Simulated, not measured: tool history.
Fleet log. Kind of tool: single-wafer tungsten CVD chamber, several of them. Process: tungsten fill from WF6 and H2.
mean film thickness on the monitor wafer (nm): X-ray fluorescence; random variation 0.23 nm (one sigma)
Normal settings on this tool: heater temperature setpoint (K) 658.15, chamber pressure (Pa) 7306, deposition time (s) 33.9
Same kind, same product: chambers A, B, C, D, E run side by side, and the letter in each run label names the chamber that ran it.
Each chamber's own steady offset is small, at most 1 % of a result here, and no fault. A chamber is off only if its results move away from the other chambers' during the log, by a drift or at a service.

run	hour	heater temperature setpoint (K)	chamber pressure (Pa)	deposition time (s)	read-back reference wafer on the same gauge, thickness_nm	mean film thickness on the monitor wafer (nm)
1D	5.4	658.15	7306	33.9	101.81	97.628
2C	11.2	658.15	7306	33.9	101.78	97.933
3A	15.3	658.15	7306	33.9	101.76	97.123
4B	18.7	658.15	7306	33.9	101.79	98.617
5E	24.8	658.15	6493	38.3	101.82	104.700
6C	30.0	658.15	6493	38.3	101.79	104.560
7D	34.3	658.15	6493	38.3	101.83	104.930
8B	40.7	658.15	6493	38.3	101.85	105.230
9E	47.6	658.15	6493	38.3	101.77	104.600
10A	53.7	658.15	7306	33.9	101.81	97.097
11D	59.8	658.15	7306	33.9	101.87	97.426
12B	63.8	658.15	7306	33.9	101.84	98.594
13E	68.1	672.15	6093	33.9	101.82	117.240
14A	74.2	672.15	6093	33.9	101.72	117.060
15C	79.7	672.15	6093	33.9	101.77	118.020
16E	83.5	672.15	6093	33.9	101.78	117.550
17B	87.2	672.15	6093	33.9	101.77	118.310
18A	90.8	658.15	7306	33.9	101.78	97.315
19D	96.9	658.15	7306	33.9	101.83	97.329
20C	100.6	658.15	7306	33.9	101.75	97.566
21B	104.2	658.15	7306	33.9	101.81	98.364
22D	108.9	658.15	7306	33.9	101.85	97.613
23E	113.1	658.15	7306	33.9	101.74	97.832
24A	117.7	658.15	7306	33.9	101.77	96.719
25C	121.2	668.15	7306	30.8	101.83	108.260
26B	125.9	668.15	7306	30.8	101.76	109.070
27A	132.5	668.15	7306	30.8	101.86	106.110
28C	136.9	668.15	7306	30.8	101.76	108.330
29E	142.0	668.15	7306	30.8	101.80	107.400
30D	145.1	658.15	7306	33.9	101.78	97.814
31D	149.3	658.15	7306	33.9	101.84	97.496
32C	155.7	658.15	6386	37.0	101.85	100.280
33E	161.4	658.15	6386	37.0	101.73	100.700
34B	167.1	658.15	6386	37.0	101.78	101.470
35A	172.1	658.15	6386	37.0	101.79	97.732
36E	178.9	658.15	6386	37.0	101.89	100.030
37C	185.7	658.15	7306	33.9	101.80	97.732
38A	191.9	658.15	7306	33.9	101.75	95.003
39B	197.0	658.15	7306	33.9	101.75	98.563
40D	200.6	658.15	7306	33.9	101.83	97.876
41E	206.2	651.15	7306	36.1	101.77	90.354
42D	212.4	651.15	7306	36.1	101.80	90.157

Does one chamber stand apart from the rest, does the shared gauge drift, or is all well apart from small per-chamber offsets? Give the chamber and the most likely cause, where there is one.

Chamber A drifts away from the others.
Most likely cause: true pressure below the setpoint (%) = 6.12.
The log may not tell that from: wafer temperature below the value expected at the setpoint (K).

Here are 4 candidates for chamber A's next run, each the usual settings with a change, their results left as question marks. Which one brings its results back in line with what the others give on the usual settings?
In line means no further than this from the other chambers' mean on the usual settings: mean film thickness on the monitor wafer (nm) 0.790
43A-1	217.3	655.15	7173	33.9		?
43A-2	217.3	658.15	6719	33.9		?
43A-3	217.3	658.15	7439	34.8		?
43A-4	217.3	658.15	7306	36.2		?

The mean the other chambers reach with the usual settings: mean film thickness on the monitor wafer (nm) 97.918
run	mean film thickness on the monitor wafer (nm)
43A-1	88.271
43A-2	90.943
43A-3	97.785
43A-4	100.920
The right change is 43A-3: it brings the chamber back within the allowed miss of the others.

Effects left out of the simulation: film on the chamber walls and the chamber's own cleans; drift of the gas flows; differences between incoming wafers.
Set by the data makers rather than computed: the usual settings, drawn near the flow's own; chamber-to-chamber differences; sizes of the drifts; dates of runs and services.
